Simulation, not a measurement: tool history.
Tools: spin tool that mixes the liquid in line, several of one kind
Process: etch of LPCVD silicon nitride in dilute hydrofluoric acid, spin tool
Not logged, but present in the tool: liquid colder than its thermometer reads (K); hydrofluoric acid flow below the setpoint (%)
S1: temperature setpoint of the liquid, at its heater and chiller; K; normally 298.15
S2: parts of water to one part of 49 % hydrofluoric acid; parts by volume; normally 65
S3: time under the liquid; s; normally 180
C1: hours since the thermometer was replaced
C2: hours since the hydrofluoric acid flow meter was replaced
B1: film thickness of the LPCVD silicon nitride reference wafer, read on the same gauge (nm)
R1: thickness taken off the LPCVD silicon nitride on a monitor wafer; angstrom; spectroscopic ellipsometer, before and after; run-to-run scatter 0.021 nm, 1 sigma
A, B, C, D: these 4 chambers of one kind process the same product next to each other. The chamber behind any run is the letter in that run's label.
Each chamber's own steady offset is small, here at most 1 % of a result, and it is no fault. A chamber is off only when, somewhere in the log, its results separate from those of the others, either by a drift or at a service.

| run | day | S1 | S2 | S3 | C1 | C2 | B1 | R1 |
|---|---|---|---|---|---|---|---|---|
| 1B | 0.233 | 298.15 | 65 | 180 | 43.5 | 1706.7 | 100.010 | 14.407 |
| 2C | 0.562 | 298.15 | 65 | 180 | 915.9 | 251.7 | 100.010 | 14.069 |
|  | 0.788 | chamber B: hydrofluoric acid flow meter replaced |
| 3A | 0.804 | 298.15 | 65 | 180 | 326.4 | 389.2 | 99.991 | 14.675 |
| 4D | 1.079 | 298.15 | 65 | 180 | 1612.3 | 680.5 | 99.991 | 14.492 |
| 5C | 1.246 | 298.15 | 65 | 180 | 932.3 | 268.1 | 99.998 | 14.496 |
| 6B | 1.517 | 298.15 | 65 | 180 | 74.3 | 17.6 | 99.990 | 14.296 |
| 7A | 1.842 | 298.15 | 65 | 180 | 351.3 | 414.1 | 100.010 | 14.399 |
| 8D | 2.017 | 298.15 | 65 | 180 | 1634.8 | 703.0 | 99.990 | 14.218 |
| 9B | 2.308 | 298.15 | 65 | 180 | 93.3 | 36.6 | 100.030 | 13.827 |
| 10C | 2.604 | 298.15 | 65 | 180 | 964.9 | 300.7 | 100.010 | 14.071 |
| 11A | 2.900 | 298.15 | 65 | 180 | 376.7 | 439.5 | 99.997 | 14.023 |
| 12D | 3.175 | 302.15 | 80 | 180 | 1662.6 | 730.8 | 100.000 | 15.009 |
| 13C | 3.367 | 302.15 | 80 | 180 | 983.2 | 319.0 | 99.975 | 15.643 |
| 14D | 3.633 | 302.15 | 80 | 180 | 1673.6 | 741.8 | 100.010 | 15.316 |
| 15B | 3.912 | 302.15 | 80 | 180 | 131.8 | 75.1 | 100.000 | 15.236 |
| 16A | 4.083 | 298.15 | 65 | 180 | 405.1 | 467.9 | 99.966 | 14.434 |
| 17B | 4.396 | 298.15 | 65 | 180 | 143.4 | 86.7 | 100.020 | 14.400 |
| 18A | 4.558 | 298.15 | 65 | 180 | 416.5 | 479.3 | 99.991 | 14.437 |
| 19C | 4.762 | 298.15 | 65 | 180 | 1016.7 | 352.5 | 100.000 | 14.457 |
| 20D | 5.100 | 298.15 | 65 | 180 | 1708.8 | 777.0 | 99.970 | 14.221 |
| 21B | 5.271 | 298.15 | 65 | 180 | 164.4 | 107.7 | 99.994 | 14.612 |
| 22C | 5.533 | 298.15 | 65 | 180 | 1035.2 | 371.0 | 100.000 | 14.040 |
| 23A | 5.788 | 301.15 | 65 | 135 | 446.0 | 508.8 | 100.020 | 12.883 |
| 24D | 6.033 | 301.15 | 65 | 135 | 1731.2 | 799.4 | 100.010 | 13.024 |
| 25D | 6.288 | 301.15 | 65 | 135 | 1737.3 | 805.5 | 100.040 | 13.463 |
| 26C | 6.458 | 301.15 | 65 | 135 | 1057.4 | 393.2 | 99.999 | 13.216 |
| 27B | 6.671 | 298.15 | 65 | 180 | 198.0 | 141.3 | 99.972 | 14.245 |
| 28A | 6.954 | 298.15 | 65 | 215 | 474.0 | 536.8 | 99.985 | 17.276 |
| 29C | 7.246 | 298.15 | 65 | 215 | 1076.3 | 412.1 | 100.020 | 16.918 |
| 30D | 7.408 | 298.15 | 65 | 215 | 1764.2 | 832.4 | 100.010 | 17.267 |
| 31A | 7.583 | 298.15 | 65 | 215 | 489.1 | 551.9 | 99.980 | 17.388 |
| 32B | 7.792 | 298.15 | 65 | 180 | 224.9 | 168.2 | 100.010 | 14.424 |
| 33B | 8.083 | 298.15 | 65 | 180 | 231.9 | 175.2 | 99.982 | 14.565 |
| 34C | 8.412 | 298.15 | 65 | 180 | 1104.3 | 440.1 | 99.976 | 14.544 |
| 35D | 8.767 | 298.15 | 65 | 180 | 1796.8 | 865.0 | 100.030 | 14.474 |
| 36A | 9.117 | 298.15 | 65 | 180 | 525.9 | 588.7 | 99.999 | 14.304 |

Predict what each chamber gives when all 4 of them run the settings below next.
| 37A | 9.375 | 298.15 | 65 | 245 |  |  |  | ? |
| 37B | 9.375 | 298.15 | 65 | 245 |  |  |  | ? |
| 37C | 9.375 | 298.15 | 65 | 245 |  |  |  | ? |
| 37D | 9.375 | 298.15 | 65 | 245 |  |  |  | ? |

| run | R1 |
|---|---|
| 37A | 19.421 |
| 37B | 19.218 |
| 37C | 19.693 |
| 37D | 19.676 |

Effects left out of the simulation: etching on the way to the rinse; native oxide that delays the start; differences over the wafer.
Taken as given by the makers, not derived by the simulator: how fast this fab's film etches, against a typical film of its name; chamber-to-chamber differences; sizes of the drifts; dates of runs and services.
